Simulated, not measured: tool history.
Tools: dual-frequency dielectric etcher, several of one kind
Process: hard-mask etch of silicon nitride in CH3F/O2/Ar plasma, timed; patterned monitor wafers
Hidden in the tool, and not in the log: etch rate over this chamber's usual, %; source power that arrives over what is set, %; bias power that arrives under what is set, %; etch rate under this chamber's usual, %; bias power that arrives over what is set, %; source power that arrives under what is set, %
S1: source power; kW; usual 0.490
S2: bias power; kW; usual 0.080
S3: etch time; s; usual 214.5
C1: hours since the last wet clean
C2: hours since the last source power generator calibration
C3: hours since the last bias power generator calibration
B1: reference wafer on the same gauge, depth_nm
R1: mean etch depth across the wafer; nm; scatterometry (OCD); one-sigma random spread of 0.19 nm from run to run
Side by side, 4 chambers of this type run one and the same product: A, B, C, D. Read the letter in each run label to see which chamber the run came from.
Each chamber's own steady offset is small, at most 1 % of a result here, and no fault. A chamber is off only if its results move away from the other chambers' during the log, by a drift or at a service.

Run 1A, hour 6.4: usual settings; C1 155.3; C2 1011.1; C3 2325.3; B1 157.00. Result: R1 166.99 nm.
Run 2C, hour 14.6: usual settings; C1 393.3; C2 454.7; C3 92.9; B1 156.99. Result: R1 168.48 nm.
Run 3D, hour 19.6: usual settings; C1 277.7; C2 1579.4; C3 1605.4; B1 157.04. Result: R1 168.59 nm.
Run 4B, hour 25.5: usual settings; C1 357.1; C2 1196.9; C3 3278.6; B1 157.05. Result: R1 169.29 nm.
Run 5D, hour 31.9: usual settings; C1 290.0; C2 1591.7; C3 1617.7; B1 157.04. Result: R1 168.55 nm.
Run 6B, hour 38.0: usual settings; C1 369.6; C2 1209.4; C3 3291.1; B1 157.10. Result: R1 169.40 nm.
Run 7C, hour 47.2: usual settings; C1 425.9; C2 487.3; C3 125.5; B1 157.11. Result: R1 168.87 nm.
Run 8A, hour 53.5: usual settings; C1 202.4; C2 1058.2; C3 2372.4; B1 157.06. Result: R1 167.02 nm.
Run 9D, hour 64.1: usual settings but S1 0.540 kW, S2 0.064 kW; C1 322.2; C2 1623.9; C3 1649.9; B1 157.14. Result: R1 162.24 nm.
Run 10A, hour 74.2: usual settings but S1 0.540 kW, S2 0.064 kW; C1 223.1; C2 1078.9; C3 2393.1; B1 157.13. Result: R1 160.75 nm.
Run 11C, hour 84.6: usual settings but S1 0.540 kW, S2 0.064 kW; C1 463.3; C2 524.7; C3 162.9; B1 157.16. Result: R1 162.59 nm.
Run 12B, hour 90.8: usual settings but S1 0.540 kW, S2 0.064 kW; C1 422.4; C2 1262.2; C3 3343.9; B1 157.19. Result: R1 162.86 nm.
Run 13D, hour 100.4: usual settings; C1 358.5; C2 1660.2; C3 1686.2; B1 157.20. Result: R1 168.82 nm.
Run 14B, hour 106.8: usual settings but S1 0.390 kW, S3 264.5 s; C1 438.4; C2 1278.2; C3 3359.9; B1 157.22. Result: R1 191.67 nm.
Run 15C, hour 115.2: usual settings but S1 0.390 kW, S3 264.5 s; C1 493.9; C2 555.3; C3 193.5; B1 157.24. Result: R1 190.95 nm.
Run 16A, hour 122.2: usual settings but S1 0.390 kW, S3 264.5 s; C1 271.1; C2 1126.9; C3 2441.1; B1 157.22. Result: R1 188.95 nm.
Run 17D, hour 132.4: usual settings but S1 0.390 kW, S3 264.5 s; C1 390.5; C2 1692.2; C3 1718.2; B1 157.26. Result: R1 191.14 nm.
Run 18B, hour 137.2: usual settings; C1 468.8; C2 1308.6; C3 3390.3; B1 157.25. Result: R1 169.19 nm.
Run 19C, hour 144.2: usual settings; C1 522.9; C2 584.3; C3 222.5; B1 157.29. Result: R1 168.59 nm.
Run 20A, hour 148.9: usual settings; C1 297.8; C2 1153.6; C3 2467.8; B1 157.28. Result: R1 167.09 nm.
Run 21B, hour 159.6: usual settings; C1 491.2; C2 1331.0; C3 3412.7; B1 157.30. Result: R1 169.23 nm.
At hour 168.3: chamber A: wet clean of the chamber.
Run 22C, hour 169.7: usual settings; C1 548.4; C2 609.8; C3 248.0; B1 157.39. Result: R1 169.13 nm.
Run 23A, hour 179.3: usual settings; C1 11.0; C2 1184.0; C3 2498.2; B1 157.33. Result: R1 166.71 nm.
Run 24D, hour 189.2: usual settings; C1 447.3; C2 1749.0; C3 1775.0; B1 157.37. Result: R1 168.99 nm.
Run 25C, hour 200.0: usual settings; C1 578.7; C2 640.1; C3 278.3; B1 157.38. Result: R1 169.21 nm.
Run 26D, hour 211.0: usual settings; C1 469.1; C2 1770.8; C3 1796.8; B1 157.41. Result: R1 168.68 nm.
At hour 213.3: chamber B: wet clean of the chamber.
Run 27B, hour 220.6: usual settings; C1 7.3; C2 1392.0; C3 3473.7; B1 157.43. Result: R1 169.45 nm.
Run 28A, hour 230.2: usual settings; C1 61.9; C2 1234.9; C3 2549.1; B1 157.51. Result: R1 167.53 nm.
Run 29C, hour 240.0: usual settings; C1 618.7; C2 680.1; C3 318.3; B1 157.43. Result: R1 169.15 nm.
Run 30B, hour 248.5: usual settings; C1 35.2; C2 1419.9; C3 3501.6; B1 157.49. Result: R1 169.74 nm.
Run 31A, hour 257.4: usual settings; C1 89.1; C2 1262.1; C3 2576.3; B1 157.48. Result: R1 167.66 nm.
Run 32D, hour 266.6: usual settings; C1 524.7; C2 1826.4; C3 1852.4; B1 157.53. Result: R1 169.27 nm.
Run 33D, hour 274.1: usual settings; C1 532.2; C2 1833.9; C3 1859.9; B1 157.52. Result: R1 169.27 nm.
At hour 279.6: chamber C: wet clean of the chamber.
Run 34B, hour 280.2: usual settings but S3 175.5 s; C1 66.9; C2 1451.6; C3 3533.3; B1 157.53. Result: R1 138.78 nm.
Run 35A, hour 288.7: usual settings but S3 175.5 s; C1 120.4; C2 1293.4; C3 2607.6; B1 157.58. Result: R1 137.07 nm.
Run 36C, hour 298.0: usual settings but S3 175.5 s; C1 18.4; C2 738.1; C3 376.3; B1 157.56. Result: R1 138.54 nm.
Run 37A, hour 305.4: usual settings but S3 175.5 s; C1 137.1; C2 1310.1; C3 2624.3; B1 157.62. Result: R1 137.19 nm.
Run 38C, hour 316.1: usual settings; C1 36.5; C2 756.2; C3 394.4; B1 157.62. Result: R1 169.34 nm.
Run 39B, hour 326.2: usual settings; C1 112.9; C2 1497.6; C3 3579.3; B1 157.63. Result: R1 169.82 nm.
Run 40D, hour 336.8: usual settings; C1 594.9; C2 1896.6; C3 1922.6; B1 157.71. Result: R1 169.33 nm.
Run 41D, hour 343.5: usual settings; C1 601.6; C2 1903.3; C3 1929.3; B1 157.70. Result: R1 169.02 nm.
Run 42C, hour 353.2: usual settings; C1 73.6; C2 793.3; C3 431.5; B1 157.70. Result: R1 169.39 nm.
Run 43A, hour 358.2: usual settings; C1 189.9; C2 1362.9; C3 2677.1; B1 157.70. Result: R1 167.38 nm.

The same settings go to every chamber for the next run, one line per chamber below. Forecast the results for each:
Run 44A, hour 366.0: usual settings. Result: R1 ?.
Run 44B, hour 366.0: usual settings. Result: R1 ?.
Run 44C, hour 366.0: usual settings. Result: R1 ?.
Run 44D, hour 366.0: usual settings. Result: R1 ?.

run      R1
44A  167.91
44B  169.85
44C  169.32
44D  168.81
